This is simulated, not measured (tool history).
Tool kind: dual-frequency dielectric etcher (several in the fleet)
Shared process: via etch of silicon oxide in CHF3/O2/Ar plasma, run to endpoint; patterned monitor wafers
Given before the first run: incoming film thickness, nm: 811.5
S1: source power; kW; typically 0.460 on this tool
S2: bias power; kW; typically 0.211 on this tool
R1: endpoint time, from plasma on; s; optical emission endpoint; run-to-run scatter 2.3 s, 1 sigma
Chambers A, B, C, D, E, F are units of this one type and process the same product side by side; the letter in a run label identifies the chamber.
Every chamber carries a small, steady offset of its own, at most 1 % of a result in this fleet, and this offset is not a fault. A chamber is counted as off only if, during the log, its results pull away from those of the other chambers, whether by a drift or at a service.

| run | hour | S1 | S2 | R1 |
|---|---|---|---|---|
| 1E | 4.1 | 0.460 | 0.211 | 432.74 |
| 2A | 6.6 | 0.460 | 0.211 | 426.50 |
| 3F | 10.5 | 0.460 | 0.211 | 427.78 |
| 4C | 15.8 | 0.460 | 0.211 | 429.26 |
| 5D | 18.3 | 0.460 | 0.211 | 431.08 |
| 6B | 24.0 | 0.460 | 0.211 | 427.52 |
| 7F | 28.6 | 0.370 | 0.211 | 460.67 |
| 8A | 32.8 | 0.370 | 0.211 | 465.87 |
| 9B | 37.9 | 0.370 | 0.211 | 466.72 |
| 10C | 43.5 | 0.370 | 0.211 | 464.52 |
| 11E | 46.4 | 0.370 | 0.211 | 465.88 |
| 12D | 50.4 | 0.370 | 0.211 | 467.91 |
| 13B | 53.0 | 0.460 | 0.211 | 429.80 |
| 14F | 55.8 | 0.460 | 0.211 | 425.59 |
| 15A | 59.0 | 0.410 | 0.168 | 482.83 |
| 16D | 62.8 | 0.410 | 0.168 | 482.10 |
| 17E | 67.4 | 0.410 | 0.168 | 493.37 |
| 18C | 72.1 | 0.410 | 0.168 | 488.83 |
|  | 73.1 | chamber D: wet clean of the chamber |
| 19B | 76.6 | 0.410 | 0.168 | 492.96 |
| 20E | 79.1 | 0.410 | 0.168 | 483.63 |
| 21F | 83.6 | 0.460 | 0.211 | 428.23 |
| 22C | 86.7 | 0.370 | 0.211 | 463.25 |
| 23A | 92.2 | 0.370 | 0.211 | 464.08 |
| 24D | 97.9 | 0.370 | 0.211 | 461.56 |
| 25B | 103.3 | 0.370 | 0.211 | 473.52 |
| 26D | 108.4 | 0.370 | 0.211 | 464.22 |
|  | 110.1 | chamber E: wet clean of the chamber |
| 27A | 113.5 | 0.370 | 0.211 | 466.67 |
| 28E | 117.4 | 0.460 | 0.211 | 434.04 |
| 29F | 121.8 | 0.460 | 0.171 | 462.21 |
| 30C | 125.6 | 0.460 | 0.171 | 460.22 |
| 31F | 128.6 | 0.460 | 0.171 | 454.36 |
| 32E | 132.8 | 0.460 | 0.171 | 463.13 |
| 33A | 137.4 | 0.460 | 0.171 | 457.25 |
| 34B | 140.8 | 0.460 | 0.171 | 472.35 |
| 35D | 145.4 | 0.460 | 0.211 | 427.23 |
|  | 149.2 | chamber D: source power generator calibrated |
| 36C | 150.5 | 0.460 | 0.211 | 429.51 |
| 37C | 155.0 | 0.460 | 0.211 | 429.98 |
| 38F | 159.1 | 0.460 | 0.211 | 424.49 |
| 39D | 164.4 | 0.460 | 0.211 | 428.37 |
| 40B | 167.6 | 0.460 | 0.211 | 449.48 |
| 41A | 173.3 | 0.460 | 0.211 | 425.05 |

Is one chamber off against the others, does the gauge drift, or is nothing wrong? If a chamber is off, say which, and what the likeliest cause is.

Little by little, chamber B moves away from the other chambers.
Most likely cause: etch rate under this chamber's usual, % = 4.05.

Below are 4 candidate recipes for chamber B's next run, each the usual settings with a change, their results shown as question marks. Which of them brings B's results back in line with what the other chambers give on the usual settings?
Allowed miss from the other chambers' usual-settings mean, per result, to count as in line: R1 7.80 s
| 42B-1 | 177.4 | 0.510 | 0.211 | ? |
| 42B-2 | 177.4 | 0.450 | 0.208 | ? |
| 42B-3 | 177.4 | 0.460 | 0.218 | ? |
| 42B-4 | 177.4 | 0.430 | 0.199 | ? |

Other chambers, usual settings, mean: R1 428.26 s
| run | R1 |
|---|---|
| 42B-1 | 429.29 |
| 42B-2 | 452.61 |
| 42B-3 | 441.45 |
| 42B-4 | 467.75 |
With 42B-1, the chamber falls back in line with the rest.
